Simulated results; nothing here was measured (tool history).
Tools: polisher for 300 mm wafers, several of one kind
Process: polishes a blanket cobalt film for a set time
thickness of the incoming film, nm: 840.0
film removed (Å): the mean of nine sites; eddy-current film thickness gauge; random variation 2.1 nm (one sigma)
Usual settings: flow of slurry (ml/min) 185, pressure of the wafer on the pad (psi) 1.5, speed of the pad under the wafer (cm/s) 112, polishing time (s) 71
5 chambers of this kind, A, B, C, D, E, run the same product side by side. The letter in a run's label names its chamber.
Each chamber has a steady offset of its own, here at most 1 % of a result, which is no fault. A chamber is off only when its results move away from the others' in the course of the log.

run	hour	flow of slurry (ml/min)	pressure of the wafer on the pad (psi)	speed of the pad under the wafer (cm/s)	polishing time (s)	wafers polished on this pad	hours since the slurry nozzle was cleaned	hours since the head pressure was calibrated	film removed (Å)
1D	6	185	1.5	112	71	1113	299.9	336.8	2787
2B	12.6	185	1.5	112	71	442	324.4	668.5	2831.1
# hour 15.1: chamber A: worn pad replaced by a new one
3E	19.3	185	1.5	112	71	328	667.5	188.3	2802.2
# hour 22.2: chamber B: worn pad replaced by a new one
4A	30.1	185	1.5	112	71	118	117.2	142.6	2833.7
# hour 32.9: chamber C: worn pad replaced by a new one
5C	37.4	185	1.5	112	71	36	179.7	108.7	2806.1
# hour 41.4: chamber D: worn pad replaced by a new one
6A	49.1	185	1.5	112	71	269	136.2	161.6	2796.7
7D	60	185	1.5	112	71	147	353.9	390.8	2815.5
# hour 67.7: chamber B: head pressure recalibrated
8C	71.1	185	1.5	112	71	302	213.4	142.4	2798.9
9E	77.7	185	1.5	112	71	790	725.9	246.7	2803.7
10B	84.2	185	1.5	112	71	490	396	16.6	2810.5
# hour 87.1: chamber B: worn pad replaced by a new one
11C	94.6	185	1.8	136	71	488	236.9	165.9	4115.8
12E	100.8	185	1.8	136	71	972	749	269.8	4033.6
# hour 105.9: chamber E: worn pad replaced by a new one
13B	108.7	185	1.8	136	71	170	420.5	41.1	4102.6
# hour 118.9: chamber A: slurry nozzle cleaned
14A	120.8	185	1.8	136	71	836	1.9	233.3	4087.4
# hour 127.4: chamber C: worn pad replaced by a new one
15D	128.9	185	1.8	136	71	692	422.8	459.7	4089.4
16A	140.5	185	1.5	112	71	991	21.6	253	2813.9
# hour 146: chamber A: worn pad replaced by a new one
17D	150.5	185	1.5	112	71	863	444.4	481.3	2809.2
# hour 161: chamber B: worn pad replaced by a new one
18C	161	185	1.5	112	71	265	303.3	232.3	2801.9
19B	174.1	185	1.5	112	71	103	485.9	106.5	2801.4
20E	182.2	185	1.5	112	71	603	830.4	351.2	2785.4
21D	192.9	185	1.5	112	71	1198	486.8	523.7	2820.7
# hour 194: chamber D: worn pad replaced by a new one
22C	201.4	185	1.5	112	71	585	343.7	272.7	2804.4
# hour 208.7: chamber E: slurry nozzle cleaned
# hour 209.8: chamber C: worn pad replaced by a new one
23E	213.3	185	1.5	112	71	849	4.6	382.3	2764.8
24B	225.9	185	1.5	112	71	513	537.7	158.3	2786.9
# hour 228.9: chamber E: worn pad replaced by a new one
# hour 230: chamber B: worn pad replaced by a new one
25A	232.8	185	1.5	112	71	686	113.9	345.3	2810.1
26E	239.2	185	1.5	112	71	81	30.5	408.2	2748.1
27C	249.1	185	1.5	112	71	311	391.4	320.4	2761.5
# hour 253.6: chamber D: slurry nozzle cleaned
28B	260.6	185	1.5	112	71	242	572.4	193	2798
29A	267.1	185	1.5	112	71	957	148.2	379.6	2761.3
30D	274.8	160	1.5	112	95	639	21.3	605.6	3656.1
31D	286.6	160	1.5	112	95	732	33.1	617.4	3678.4
32C	296.3	160	1.5	112	95	684	438.6	367.6	3662.1
33B	304.1	160	1.5	112	95	586	615.9	236.5	3699.8
# hour 305.2: chamber A: worn pad replaced by a new one
34E	310.8	160	1.5	112	95	647	102.1	479.8	3626.6
35A	320.5	185	1.5	112	71	121	201.6	433	2777.1
36D	327.4	185	1.5	112	71	1054	73.9	658.2	2831.2
# hour 333: chamber E: worn pad replaced by a new one
37A	339.5	185	1.5	112	71	271	220.6	452	2772.5
38E	347.9	185	1.5	112	71	118	139.2	516.9	2812.8

Next, every chamber runs the same settings. What will each give?
39A	357.4	185	1.9	112	71				?
39B	357.4	185	1.9	112	71				?
39C	357.4	185	1.9	112	71				?
39D	357.4	185	1.9	112	71				?
39E	357.4	185	1.9	112	71				?

run	film removed (Å)
39A	3570
39B	3522.8
39C	3536.3
39D	3541.8
39E	3572.5

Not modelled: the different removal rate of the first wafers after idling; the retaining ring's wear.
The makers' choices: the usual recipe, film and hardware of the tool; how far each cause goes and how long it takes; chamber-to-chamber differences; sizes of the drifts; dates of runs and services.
